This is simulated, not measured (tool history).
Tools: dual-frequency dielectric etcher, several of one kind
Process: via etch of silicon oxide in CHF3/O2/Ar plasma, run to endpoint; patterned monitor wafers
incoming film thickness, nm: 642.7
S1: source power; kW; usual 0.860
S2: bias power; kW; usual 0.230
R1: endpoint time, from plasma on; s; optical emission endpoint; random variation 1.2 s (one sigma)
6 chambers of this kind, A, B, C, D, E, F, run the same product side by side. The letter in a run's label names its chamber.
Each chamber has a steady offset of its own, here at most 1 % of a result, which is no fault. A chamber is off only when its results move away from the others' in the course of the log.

run   hour     S1     S2      R1
 1A    8.4  0.860  0.230  262.07
 2E   18.6  0.860  0.230  262.58
 3D   27.8  0.860  0.230  261.94
      33.6  -- chamber F: wet clean of the chamber
 4C   36.0  0.860  0.230  258.42
 5F   42.5  0.750  0.230  274.39
 6B   51.0  0.750  0.230  275.41
 7E   61.8  0.750  0.230  273.41
 8C   70.7  0.750  0.230  273.95
 9D   77.6  0.750  0.230  277.86
10A   88.4  0.750  0.230  275.03
11B  101.8  0.860  0.230  259.19
12F  114.9  0.860  0.189  275.77
13A  126.0  0.860  0.189  280.36
14F  135.8  0.860  0.189  278.37
     136.1  -- chamber C: wet clean of the chamber
     137.8  -- chamber A: source power generator calibrated
15E  145.9  0.860  0.189  279.24
16C  159.0  0.860  0.189  277.52
17D  172.2  0.860  0.189  279.63
18B  184.1  0.860  0.230  257.44
19A  195.8  0.860  0.230  260.34
20E  208.7  0.860  0.230  261.02
21D  219.5  0.860  0.230  258.74
22B  228.7  0.860  0.230  259.21
23F  236.6  0.860  0.230  260.84
24C  244.6  0.860  0.230  258.05
25D  250.6  0.860  0.230  256.44
26F  261.2  0.860  0.230  260.29
27E  267.9  0.860  0.230  260.89
28A  275.1  0.860  0.230  260.81
29B  288.0  0.860  0.230  257.64
30C  298.4  0.860  0.230  259.88
31E  307.5  0.940  0.188  270.62
32A  319.7  0.940  0.188  270.78
     325.5  -- chamber E: wet clean of the chamber
33F  330.8  0.940  0.188  268.14
34C  337.8  0.940  0.188  266.09
35B  346.9  0.940  0.188  268.58
     347.0  -- chamber D: bias power generator calibrated
36D  360.3  0.940  0.188  261.49
37B  371.9  0.860  0.230  262.37
38A  383.6  0.860  0.230  262.13
39F  391.4  0.860  0.230  258.24
40E  405.1  0.860  0.230  260.63
41D  413.5  0.860  0.230  248.62
42C  421.0  0.860  0.230  258.75
43A  431.5  0.860  0.230  262.35
44E  440.1  0.860  0.199  274.35

All 6 chambers run these settings next. Forecast each chamber's results:
45A  450.1  0.860  0.212   ?
45B  450.1  0.860  0.212   ?
45C  450.1  0.860  0.212   ?
45D  450.1  0.860  0.212   ?
45E  450.1  0.860  0.212   ?
45F  450.1  0.860  0.212   ?

run      R1
45A  270.36
45B  266.64
45C  267.18
45D  258.10
45E  268.87
45F  266.33
